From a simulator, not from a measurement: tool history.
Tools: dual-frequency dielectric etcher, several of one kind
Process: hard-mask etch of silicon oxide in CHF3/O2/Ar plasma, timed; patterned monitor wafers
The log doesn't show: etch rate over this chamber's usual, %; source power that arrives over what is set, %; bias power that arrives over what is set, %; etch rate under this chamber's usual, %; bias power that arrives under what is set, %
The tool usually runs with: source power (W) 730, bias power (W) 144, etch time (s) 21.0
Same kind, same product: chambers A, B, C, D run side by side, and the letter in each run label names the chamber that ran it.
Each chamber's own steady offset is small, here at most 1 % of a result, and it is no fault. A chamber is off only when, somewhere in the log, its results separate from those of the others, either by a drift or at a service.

run,hour,source power (W),bias power (W),etch time (s),hours since the last wet clean,hours since the last source power generator calibration,hours since the last bias power generator calibration,"read-back reference wafer on the same gauge, depth_nm",mean etch depth across the wafer (angstrom)
1C,6.1,730,144,21.0,188.3,718.6,1999.4,44.898,413.34
2A,12.7,730,144,21.0,194.3,2184.7,2067.1,44.900,415.29
3D,20.2,730,144,21.0,216.6,1107.0,1141.1,44.913,415.80
4B,26.7,730,144,21.0,122.1,3512.5,1306.3,44.895,412.74
5B,30.9,730,144,21.0,126.3,3516.7,1310.5,44.895,411.86
6D,38.8,730,144,21.0,235.2,1125.6,1159.7,44.906,413.51
7A,46.6,730,144,21.0,228.2,2218.6,2101.0,44.879,415.21
8C,54.3,730,144,21.0,236.5,766.8,2047.6,44.895,417.07
9B,61.7,730,144,21.0,157.1,3547.5,1341.3,44.885,413.51
10C,68.2,730,144,21.0,250.4,780.7,2061.5,44.903,415.17
11D,73.7,730,144,17.0,270.1,1160.5,1194.6,44.887,334.55
12A,81.9,730,144,17.0,263.5,2253.9,2136.3,44.899,337.17
13C,88.3,730,144,17.0,270.5,800.8,2081.6,44.879,336.03
14A,95.2,730,144,17.0,276.8,2267.2,2149.6,44.869,337.14
15B,104.2,730,144,25.5,199.6,3590.0,1383.8,44.883,502.07
16D,111.6,730,144,25.5,308.0,1198.4,1232.5,44.898,504.51
17D,118.6,730,144,25.5,315.0,1205.4,1239.5,44.911,503.10
18B,125.4,730,144,25.5,220.8,3611.2,1405.0,44.917,499.83
19A,132.4,730,132,21.0,314.0,2304.4,2186.8,44.888,404.13
20C,136.8,730,132,21.0,319.0,849.3,2130.1,44.922,403.02
21B,141.8,730,132,21.0,237.2,3627.6,1421.4,44.884,397.82
22A,149.5,730,132,21.0,331.1,2321.5,2203.9,44.916,405.85
23D,158.2,730,144,21.0,354.6,1245.0,1279.1,44.915,413.96
24C,165.6,730,144,21.0,347.8,878.1,2158.9,44.900,414.70
25C,169.8,730,144,21.0,352.0,882.3,2163.1,44.907,415.87
26A,179.0,730,144,21.0,360.6,2351.0,2233.4,44.909,414.90
# hour 180.0: chamber D: wet clean of the chamber
27B,184.2,730,144,21.0,279.6,3670.0,1463.8,44.886,405.14
28D,190.8,730,144,21.0,10.9,1277.6,1311.7,44.917,413.40
29B,196.5,730,144,21.0,291.9,3682.3,1476.1,44.924,402.84
30A,205.6,730,144,21.0,387.2,2377.6,2260.0,44.869,416.06

The same settings go to every chamber for the next run, one line per chamber below. Forecast the results for each:
31A,212.2,780,144,21.0,,,,,?
31B,212.2,780,144,21.0,,,,,?
31C,212.2,780,144,21.0,,,,,?
31D,212.2,780,144,21.0,,,,,?

run,mean etch depth across the wafer (angstrom)
31A,427.61
31B,411.45
31C,425.66
31D,425.31

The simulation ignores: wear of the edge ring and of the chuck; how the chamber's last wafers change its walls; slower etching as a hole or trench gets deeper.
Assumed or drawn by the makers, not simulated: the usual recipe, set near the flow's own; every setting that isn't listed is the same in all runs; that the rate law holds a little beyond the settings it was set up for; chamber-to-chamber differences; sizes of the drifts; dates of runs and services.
